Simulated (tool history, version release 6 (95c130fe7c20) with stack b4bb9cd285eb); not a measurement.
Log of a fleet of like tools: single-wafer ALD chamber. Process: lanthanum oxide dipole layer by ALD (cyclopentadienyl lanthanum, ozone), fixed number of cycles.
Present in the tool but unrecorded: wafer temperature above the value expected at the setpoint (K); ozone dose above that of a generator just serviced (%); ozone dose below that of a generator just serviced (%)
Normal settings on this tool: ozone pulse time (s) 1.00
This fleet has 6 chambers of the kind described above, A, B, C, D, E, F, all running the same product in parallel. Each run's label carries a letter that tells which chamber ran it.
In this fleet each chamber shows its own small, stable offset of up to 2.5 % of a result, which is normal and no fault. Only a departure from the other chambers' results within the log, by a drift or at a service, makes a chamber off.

run,day,ozone pulse time (s),hours since the last thermocouple change,hours since the last ozone generator service,"read-back reference wafer on the same gauge, thickness_nm",mean film thickness on the monitor wafer (angstrom)
# day 0.221: chamber B: thermocouple changed; heater temperature recalibrated
1F,0.550,1.00,1545.7,1136.8,0.42579,5.0531
2E,0.992,1.00,480.3,32.9,0.42632,5.0363
3C,1.371,1.00,1628.4,1856.8,0.42632,4.9777
4D,1.908,1.00,239.1,113.9,0.42533,4.9976
5A,2.275,1.00,702.8,962.7,0.42639,5.1055
6B,2.767,1.00,61.1,301.4,0.42591,4.9654
7B,3.129,1.00,69.8,310.1,0.42587,4.9509
8F,3.508,1.00,1616.7,1207.8,0.42623,5.0234
9C,3.875,1.00,1688.5,1916.9,0.42579,4.9886
10E,4.312,1.00,560.0,112.6,0.42611,5.0627
# day 4.650: chamber C: ozone generator serviced
11A,4.900,1.35,765.8,1025.7,0.42604,5.5282
12D,5.388,1.35,322.6,197.4,0.42580,5.3841
13D,5.946,1.35,336.0,210.8,0.42624,5.4444
14A,6.512,1.35,804.5,1064.4,0.42560,5.4516
# day 6.904: chamber A: ozone generator serviced
15E,6.983,1.35,624.1,176.7,0.42575,5.4556
16B,7.612,1.35,177.4,417.7,0.42598,5.3294
17C,8.058,1.00,1788.9,81.8,0.42588,5.0270
# day 8.675: chamber F: ozone generator serviced
18F,8.692,1.00,1741.1,0.4,0.42639,5.0614
# day 8.883: chamber F: thermocouple changed; heater temperature recalibrated
19B,9.146,1.00,214.2,454.5,0.42582,4.8832
20A,9.517,0.79,876.6,62.7,0.42592,4.7286
21C,9.908,0.79,1833.3,126.2,0.42644,4.5562
22E,10.383,0.79,705.7,258.3,0.42594,4.6839
23F,10.825,0.79,46.6,51.6,0.42582,4.6110
24D,11.479,0.79,468.8,343.6,0.42573,4.6290
25D,12.092,0.79,483.5,358.3,0.42610,4.6480
26E,12.396,1.00,754.0,306.6,0.42624,5.0860
27B,13.029,1.00,307.4,547.7,0.42569,4.8017
28A,13.462,1.00,971.3,157.4,0.42623,5.1193
29F,14.058,1.00,124.2,129.2,0.42642,5.0551
30C,14.579,1.24,1945.4,238.3,0.42626,5.2604
31E,15.233,1.24,822.1,374.7,0.42626,5.3644
32C,15.546,1.24,1968.6,261.5,0.42565,5.2549
33A,16.104,1.24,1034.7,220.8,0.42616,5.4312
34D,16.408,1.24,587.1,461.9,0.42574,5.2794
35B,16.858,1.24,399.3,639.6,0.42576,5.1303
36F,17.167,1.00,198.8,203.8,0.42640,5.0964
37A,17.654,1.00,1071.9,258.0,0.42525,5.1006
38C,18.225,1.00,2032.9,325.8,0.42551,4.9469
39E,18.838,1.00,908.6,461.2,0.42587,5.0705
40F,19.204,1.00,247.7,252.7,0.42572,5.0492
41D,19.612,1.00,664.0,538.8,0.42653,5.0216
42B,20.204,1.00,479.6,719.9,0.42577,4.6878

All chambers now run identical settings, listed one chamber a line with results as question marks. What results will each chamber show?
43A,20.679,1.00,,,,?
43B,20.679,1.00,,,,?
43C,20.679,1.00,,,,?
43D,20.679,1.00,,,,?
43E,20.679,1.00,,,,?
43F,20.679,1.00,,,,?

run,mean film thickness on the monitor wafer (angstrom)
43A,5.0964
43B,4.6850
43C,4.9328
43D,5.0204
43E,5.0611
43F,5.0051
